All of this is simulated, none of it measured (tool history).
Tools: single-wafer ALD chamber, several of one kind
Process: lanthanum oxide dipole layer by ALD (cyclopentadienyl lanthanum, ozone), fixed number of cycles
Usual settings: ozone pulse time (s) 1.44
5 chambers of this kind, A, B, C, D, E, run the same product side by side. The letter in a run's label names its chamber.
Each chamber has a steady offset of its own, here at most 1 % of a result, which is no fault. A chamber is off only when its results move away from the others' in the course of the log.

run	hour	ozone pulse time (s)	hours since the last thermocouple change	hours since the last ozone generator service	read-back reference wafer on the same gauge, thickness_nm	mean film thickness on the monitor wafer (nm)
1B	4.1	1.44	1894.5	1054.7	0.60508	0.54579
2C	9.4	1.44	1555.6	690.4	0.60454	0.54304
# hour 12.5: chamber D: ozone generator serviced
3A	13.6	1.44	158.3	303.8	0.60518	0.54347
4D	17.8	1.44	1728.6	5.4	0.60502	0.54802
5E	23.8	1.44	1659.9	173.1	0.6052	0.54879
6C	28	1.44	1574.2	709	0.60499	0.54035
7A	33.3	1.67	178	323.5	0.60541	0.55276
8D	37	1.67	1747.8	24.6	0.60463	0.56059
9B	39.7	1.67	1930.1	1090.3	0.60518	0.55696
10E	43.1	1.67	1679.2	192.4	0.60478	0.56047
11C	49.2	1.67	1595.4	730.2	0.60511	0.55427
12D	53.1	0.91	1763.9	40.7	0.60493	0.48525
13E	56.3	0.91	1692.4	205.6	0.60476	0.4901
14B	62.1	0.91	1952.5	1112.7	0.60475	0.48128
15A	67.5	0.91	212.2	357.7	0.60542	0.47547
16B	71.4	0.91	1961.8	1122	0.60452	0.48513
17A	76.2	1.44	220.9	366.4	0.60476	0.53671
18E	80.7	1.44	1716.8	230	0.60516	0.55071
19D	85.7	1.44	1796.5	73.3	0.60498	0.55015
20C	90.2	1.44	1636.4	771.2	0.60476	0.54363
21A	96.4	1.44	241.1	386.6	0.60544	0.53863
22E	99.9	1.44	1736	249.2	0.60463	0.54785
23C	104.3	1.44	1650.5	785.3	0.60463	0.54353
24D	108.3	1.44	1819.1	95.9	0.60542	0.5508
25B	114.2	1.25	2004.6	1164.8	0.60533	0.52964
26B	118.1	1.25	2008.5	1168.7	0.60461	0.5315
27D	122.4	1.25	1833.2	110	0.60489	0.53062
28A	125.6	1.25	270.3	415.8	0.60506	0.51761
29E	128.6	1.25	1764.7	277.9	0.60502	0.53539
30C	134.2	1.44	1680.4	815.2	0.60525	0.54097
# hour 136.7: chamber B: ozone generator serviced
31E	137.1	1.44	1773.2	286.4	0.6049	0.54752
32A	142.8	1.44	287.5	433	0.60479	0.5335
33B	145.6	1.44	2036	9	0.60475	0.54412

All 5 chambers run these settings next. Forecast each chamber's results:
34A	150.1	1.44				?
34B	150.1	1.44				?
34C	150.1	1.44				?
34D	150.1	1.44				?
34E	150.1	1.44				?

run	mean film thickness on the monitor wafer (nm)
34A	0.533
34B	0.54491
34C	0.54197
34D	0.54644
34E	0.54847
